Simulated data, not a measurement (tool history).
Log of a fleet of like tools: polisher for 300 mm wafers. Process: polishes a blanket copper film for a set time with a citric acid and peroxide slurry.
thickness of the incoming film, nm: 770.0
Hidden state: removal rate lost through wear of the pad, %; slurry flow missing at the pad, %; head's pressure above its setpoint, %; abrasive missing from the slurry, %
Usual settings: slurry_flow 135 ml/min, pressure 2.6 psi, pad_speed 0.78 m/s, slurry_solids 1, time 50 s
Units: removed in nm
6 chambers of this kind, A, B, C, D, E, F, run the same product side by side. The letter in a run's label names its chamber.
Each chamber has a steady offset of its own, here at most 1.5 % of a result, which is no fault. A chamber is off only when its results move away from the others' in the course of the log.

run,hour,slurry_flow,pressure,pad_speed,slurry_solids,time,wafers polished on this pad,hours since the slurry nozzle was cleaned,hours since the head pressure was calibrated,hours since the slurry blender was calibrated,removed
# hour 0.3: chamber A: worn pad replaced by a new one
1A,10.8,135,2.6,0.78,1,50,176,888.9,204.8,209.4,62.041
# hour 15.7: chamber E: slurry nozzle cleaned
2E,18.4,135,2.6,0.78,1,50,1132,2.8,577.9,94.9,63.204
# hour 19.7: chamber D: worn pad replaced by a new one
3D,26.4,135,2.6,0.78,1,50,113,31.7,751.1,52.4,63.188
# hour 27: chamber B: worn pad replaced by a new one
# hour 27.8: chamber E: worn pad replaced by a new one
4B,38.8,135,2.6,0.78,1,50,197,633,1426.6,263.6,63.412
# hour 40.2: chamber C: worn pad replaced by a new one
5F,47.9,135,2.6,0.78,1,50,1206,248.9,64.1,299.3,62.814
6C,55.4,135,2.6,0.78,1,50,253,167.6,343.9,129.9,62.873
# hour 65.6: chamber C: slurry blender recalibrated
# hour 66.6: chamber F: worn pad replaced by a new one
7D,70,135,2.6,0.78,1,50,840,75.3,794.7,96,62.885
8F,81.5,135,2.6,0.78,1,50,248,282.5,97.7,332.9,63.509
# hour 82.2: chamber D: head pressure recalibrated
# hour 93.2: chamber A: slurry nozzle cleaned
# hour 94.2: chamber A: worn pad replaced by a new one
9E,95,135,2.6,0.78,1,50,1121,79.4,654.5,171.5,63.578
# hour 97.4: chamber D: worn pad replaced by a new one
10A,108.7,135,2.6,0.78,1,50,243,15.6,302.7,307.3,62.754
# hour 109.3: chamber A: slurry blender recalibrated
11C,116.1,135,2.6,0.78,1,50,1265,228.3,404.6,50.5,62.776
# hour 118.8: chamber C: worn pad replaced by a new one
# hour 120.4: chamber E: worn pad replaced by a new one
# hour 124.4: chamber B: worn pad replaced by a new one
12B,130.6,135,2.6,1.02,1,60,103,724.8,1518.4,355.4,97.225
# hour 144.2: chamber E: slurry blender recalibrated
13F,145.4,135,2.6,1.02,1,60,1314,346.4,161.6,396.8,97.876
# hour 149.9: chamber F: worn pad replaced by a new one
14C,158.4,135,2.6,1.02,1,60,661,270.6,446.9,92.8,96.163
15D,173.7,135,2.6,1.02,1,60,1272,179,91.6,199.7,97.494
# hour 175.7: chamber B: slurry blender recalibrated
16E,181.5,135,2.6,1.02,1,60,1018,165.9,741,37.3,100.51
17B,189.6,135,2.6,1.02,1,60,1087,783.8,1577.4,13.9,97.063
# hour 191.4: chamber B: slurry nozzle cleaned
# hour 193.2: chamber D: slurry blender recalibrated
# hour 194.5: chamber A: worn pad replaced by a new one
# hour 196.2: chamber D: worn pad replaced by a new one
# hour 196.6: chamber C: worn pad replaced by a new one
18A,198.4,135,2.6,0.78,1,50,66,105.3,392.4,89.1,61.764
# hour 205: chamber B: worn pad replaced by a new one
19E,205.8,135,2.6,0.78,1,50,1424,190.2,765.3,61.6,63.202
# hour 210: chamber E: worn pad replaced by a new one
# hour 218.3: chamber C: slurry blender recalibrated
20A,219.2,135,3.3,0.78,1,42,413,126.1,413.2,109.9,64.748
21F,231.5,135,3.3,0.78,1,42,1360,432.5,247.7,482.9,66.173
# hour 234.8: chamber F: worn pad replaced by a new one
# hour 238.2: chamber F: slurry blender recalibrated
22D,244.7,135,3.3,0.78,1,42,810,250,162.6,51.5,65.101
23C,258.6,135,3.3,0.78,1,42,1034,370.8,547.1,40.4,65.235
24B,266.6,135,3.3,0.78,1,42,1028,75.3,1654.4,90.9,66.299
# hour 268.5: chamber B: head pressure recalibrated
# hour 274.9: chamber C: worn pad replaced by a new one
25B,275.1,135,3.3,0.78,1,42,1170,83.8,6.7,99.4,66.556
# hour 279.3: chamber A: worn pad replaced by a new one
# hour 281.2: chamber F: head pressure recalibrated
26F,283,135,2.6,0.78,1,50,804,484,1.8,44.8,63.004
# hour 285.1: chamber D: worn pad replaced by a new one
# hour 286.8: chamber B: worn pad replaced by a new one
27D,291.5,135,2.6,0.78,1,50,107,296.8,209.4,98.3,63.064
# hour 294: chamber E: head pressure recalibrated
# hour 296.8: chamber E: worn pad replaced by a new one
28E,306.7,135,2.6,0.78,1,50,165,291.1,12.7,162.5,62.332
# hour 309.5: chamber F: worn pad replaced by a new one
29C,314.6,135,3.4,0.78,1,50,663,426.8,603.1,96.4,81.771
30A,328.1,135,3.4,0.78,1,50,814,235,522.1,218.8,80.044
31F,339.3,135,3.4,0.78,1,50,496,540.3,58.1,101.1,80.765
# hour 343.4: chamber D: slurry nozzle cleaned
# hour 351.8: chamber C: worn pad replaced by a new one
32D,354,135,3.4,0.78,1,50,1149,10.7,271.9,160.8,81.641
# hour 357.7: chamber E: slurry blender recalibrated
# hour 360.2: chamber A: worn pad replaced by a new one
33A,365,135,3.4,0.78,1,50,81,271.9,559,255.7,79.875
# hour 370.9: chamber C: slurry blender recalibrated
# hour 373.7: chamber B: worn pad replaced by a new one
# hour 378.4: chamber C: slurry nozzle cleaned
34C,380.2,135,3.4,0.78,1,50,473,1.9,668.7,9.4,81.465
# hour 380.3: chamber D: worn pad replaced by a new one
# hour 387.7: chamber E: worn pad replaced by a new one
35B,389.2,135,2.6,0.78,1,50,258,197.9,120.8,213.5,62.929
36E,402.6,135,2.6,0.78,1,50,250,387,108.6,45,62.92
# hour 405.6: chamber F: worn pad replaced by a new one
# hour 407.2: chamber D: slurry blender recalibrated
37D,414.2,135,2.6,0.78,1,50,566,70.9,332.1,7.1,63.429
38F,422.2,135,2.6,0.78,1,50,278,623.2,141,184,62.552
39B,437.3,135,2.6,0.78,1,50,1060,246,168.9,261.6,62.675

Is one chamber off against the others, does the gauge drift, or is nothing wrong? If a chamber is off, say which, and what the likeliest cause is.

No chamber stands off beyond its own small offset, and the gauge holds steady.
